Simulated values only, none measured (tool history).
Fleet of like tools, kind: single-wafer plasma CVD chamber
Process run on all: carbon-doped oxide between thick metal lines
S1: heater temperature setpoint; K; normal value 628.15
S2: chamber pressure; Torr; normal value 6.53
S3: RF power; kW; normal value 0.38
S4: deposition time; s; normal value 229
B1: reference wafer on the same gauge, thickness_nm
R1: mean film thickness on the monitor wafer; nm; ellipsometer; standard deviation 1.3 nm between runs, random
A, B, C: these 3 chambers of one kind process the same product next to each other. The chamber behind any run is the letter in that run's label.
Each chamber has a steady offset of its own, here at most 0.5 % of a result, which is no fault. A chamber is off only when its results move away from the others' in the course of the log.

| run | hour | S1 | S2 | S3 | S4 | B1 | R1 |
|---|---|---|---|---|---|---|---|
| 1B | 6.3 | 628.15 | 6.53 | 0.38 | 229 | 838.09 | 968.96 |
| 2C | 14.9 | 628.15 | 6.53 | 0.38 | 229 | 837.75 | 971.43 |
| 3A | 24.8 | 628.15 | 6.53 | 0.38 | 229 | 837.51 | 971.4 |
| 4A | 36.4 | 628.15 | 6.53 | 0.38 | 229 | 837.35 | 972.24 |
| 5B | 45.4 | 628.15 | 6.53 | 0.38 | 229 | 837.61 | 969.54 |
| 6C | 57.2 | 628.15 | 6.53 | 0.425 | 229 | 837.1 | 1054.5 |
| 7A | 64 | 628.15 | 6.53 | 0.425 | 229 | 837.26 | 1055.9 |
| 8B | 69.9 | 628.15 | 6.53 | 0.425 | 229 | 837.39 | 1053.8 |
| 9C | 81.1 | 628.15 | 6.53 | 0.38 | 229 | 837.18 | 969.5 |
| 10B | 93.7 | 628.15 | 6.53 | 0.455 | 229 | 836.96 | 1105.3 |
| 11A | 105 | 628.15 | 6.53 | 0.455 | 229 | 836.85 | 1109.3 |
| 12C | 112.9 | 628.15 | 6.53 | 0.455 | 229 | 836.87 | 1105.4 |
| 13A | 120.7 | 628.15 | 6.53 | 0.38 | 229 | 836.59 | 970.8 |
| 14C | 133.4 | 628.15 | 6.53 | 0.38 | 229 | 836.47 | 971.36 |
| 15B | 146 | 640.15 | 6.53 | 0.415 | 229 | 836.1 | 1004.8 |
| 16B | 157.3 | 640.15 | 6.53 | 0.415 | 229 | 836.21 | 1004.8 |
| 17C | 167.7 | 640.15 | 6.53 | 0.415 | 229 | 836.02 | 1004.9 |
| 18A | 174.3 | 628.15 | 6.53 | 0.38 | 229 | 836.31 | 968.46 |
| 19C | 179.9 | 628.15 | 6.53 | 0.38 | 229 | 835.83 | 968.64 |
| 20B | 187.5 | 628.15 | 6.53 | 0.38 | 229 | 835.81 | 970.83 |
| 21A | 199.4 | 628.15 | 6.53 | 0.38 | 229 | 835.77 | 970.2 |
| 22C | 209.5 | 628.15 | 6.53 | 0.38 | 229 | 835.75 | 967.92 |
| 23B | 221.4 | 621.15 | 6.53 | 0.33 | 229 | 835.56 | 886.77 |
| 24A | 229.9 | 621.15 | 6.53 | 0.33 | 229 | 835.49 | 882.74 |
| 25C | 241.3 | 621.15 | 6.53 | 0.33 | 229 | 835.17 | 886.27 |
| 26B | 251 | 628.15 | 6.53 | 0.38 | 229 | 834.94 | 970.03 |
| 27A | 260.9 | 637.15 | 5.99 | 0.38 | 229 | 834.86 | 939.86 |
| 28A | 271.8 | 637.15 | 5.99 | 0.38 | 229 | 834.76 | 937.51 |
| 29C | 279.1 | 637.15 | 5.99 | 0.38 | 229 | 834.69 | 936.26 |
|  | 286.2 | chamber B: RF generator calibrated |
| 30B | 287.8 | 637.15 | 6.53 | 0.38 | 229 | 834.81 | 946.95 |
| 31C | 296.2 | 637.15 | 6.53 | 0.38 | 229 | 834.58 | 946.74 |
| 32B | 304 | 637.15 | 6.53 | 0.38 | 229 | 834.44 | 948.51 |
| 33A | 315.8 | 628.15 | 6.53 | 0.38 | 229 | 834.27 | 967.31 |
| 34C | 324.3 | 628.15 | 6.53 | 0.38 | 229 | 834.13 | 965.89 |
| 35A | 332.2 | 628.15 | 7.33 | 0.38 | 229 | 834.3 | 975.37 |
| 36B | 343.3 | 628.15 | 7.33 | 0.38 | 229 | 834.02 | 975.75 |
| 37B | 354.1 | 628.15 | 7.33 | 0.38 | 229 | 834.04 | 973.01 |
| 38A | 365.8 | 617.15 | 6.53 | 0.38 | 194 | 834.11 | 841.57 |
| 39C | 376.8 | 617.15 | 6.53 | 0.38 | 194 | 833.68 | 842.52 |

Does one chamber stand apart from the rest, does the shared gauge drift, or is all well apart from small per-chamber offsets? Give the chamber and the most likely cause, where there is one.

The shared gauge is drifting. All chambers look as if they move in step, but none is off.
Cause: gauge reads low (%) = 0.529.
